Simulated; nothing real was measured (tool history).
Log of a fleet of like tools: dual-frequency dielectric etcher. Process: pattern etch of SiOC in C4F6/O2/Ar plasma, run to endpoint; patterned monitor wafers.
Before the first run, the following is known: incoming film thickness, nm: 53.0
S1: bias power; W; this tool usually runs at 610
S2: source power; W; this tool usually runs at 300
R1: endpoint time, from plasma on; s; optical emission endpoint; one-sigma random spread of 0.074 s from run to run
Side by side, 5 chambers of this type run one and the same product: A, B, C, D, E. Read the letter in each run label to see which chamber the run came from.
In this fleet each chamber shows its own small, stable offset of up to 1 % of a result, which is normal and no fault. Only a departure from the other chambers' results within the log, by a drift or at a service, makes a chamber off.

{"run": "1A", "hour": 8.9, "S1": 610, "S2": 300, "R1": 18.364}
{"run": "2B", "hour": 15.6, "S1": 610, "S2": 300, "R1": 18.466}
{"run": "3D", "hour": 20.6, "S1": 610, "S2": 300, "R1": 18.185}
{"run": "4E", "hour": 29.7, "S1": 610, "S2": 300, "R1": 18.28}
{"run": "5C", "hour": 40.2, "S1": 610, "S2": 300, "R1": 18.196}
{"run": "6C", "hour": 45.9, "S1": 610, "S2": 300, "R1": 18.539}
{"run": "7E", "hour": 51.6, "S1": 732, "S2": 230, "R1": 18.732}
{"run": "8A", "hour": 61.9, "S1": 732, "S2": 230, "R1": 18.906}
{"run": "9B", "hour": 70.2, "S1": 732, "S2": 230, "R1": 18.792}
{"run": "10D", "hour": 77.3, "S1": 732, "S2": 230, "R1": 18.766}
{"run": "11A", "hour": 86.6, "S1": 732, "S2": 230, "R1": 18.834}
{"run": "12D", "hour": 92.2, "S1": 461, "S2": 260, "R1": 21.329}
{"run": "13E", "hour": 100.7, "S1": 461, "S2": 260, "R1": 21.407}
{"run": "14B", "hour": 110.8, "S1": 461, "S2": 260, "R1": 21.541}
{"run": "15C", "hour": 116.6, "S1": 461, "S2": 260, "R1": 21.676}
{"run": "16A", "hour": 125.6, "S1": 461, "S2": 260, "R1": 21.552}
{"run": "17D", "hour": 134.0, "S1": 610, "S2": 300, "R1": 18.167}
{"run": "18E", "hour": 143.7, "S1": 668, "S2": 300, "R1": 17.408}
{"run": "19B", "hour": 149.5, "S1": 668, "S2": 300, "R1": 17.876}
{"run": "20C", "hour": 155.8, "S1": 668, "S2": 300, "R1": 17.768}
{"run": "21E", "hour": 161.9, "S1": 668, "S2": 300, "R1": 17.263}
{"run": "22A", "hour": 167.0, "S1": 668, "S2": 300, "R1": 17.805}
{"run": "23C", "hour": 173.3, "S1": 610, "S2": 300, "R1": 18.475}
{"run": "24D", "hour": 180.1, "S1": 610, "S2": 300, "R1": 18.297}
{"run": "25B", "hour": 188.5, "S1": 610, "S2": 300, "R1": 18.356}
{"run": "26D", "hour": 198.9, "S1": 610, "S2": 300, "R1": 18.19}
{"run": "27E", "hour": 209.5, "S1": 610, "S2": 300, "R1": 17.899}
{"run": "28B", "hour": 219.8, "S1": 610, "S2": 300, "R1": 18.342}
{"run": "29A", "hour": 225.6, "S1": 610, "S2": 300, "R1": 18.399}
{"run": "30C", "hour": 236.0, "S1": 610, "S2": 360, "R1": 17.195}
{"run": "31C", "hour": 245.9, "S1": 610, "S2": 360, "R1": 17.316}
{"run": "32A", "hour": 255.0, "S1": 610, "S2": 360, "R1": 17.305}
{"run": "33E", "hour": 260.0, "S1": 610, "S2": 360, "R1": 16.704}
{"run": "34B", "hour": 269.0, "S1": 610, "S2": 360, "R1": 17.27}
{"run": "35D", "hour": 273.8, "S1": 610, "S2": 300, "R1": 18.207}

Next, all 5 chambers run the settings below, one line each with question marks for the results. What does each chamber give?
{"run": "36A", "hour": 281.4, "S1": 610, "S2": 300, "R1": "?"}
{"run": "36B", "hour": 281.4, "S1": 610, "S2": 300, "R1": "?"}
{"run": "36C", "hour": 281.4, "S1": 610, "S2": 300, "R1": "?"}
{"run": "36D", "hour": 281.4, "S1": 610, "S2": 300, "R1": "?"}
{"run": "36E", "hour": 281.4, "S1": 610, "S2": 300, "R1": "?"}

run=36A R1=18.485
run=36B R1=18.327
run=36C R1=18.443
run=36D R1=18.258
run=36E R1=17.832
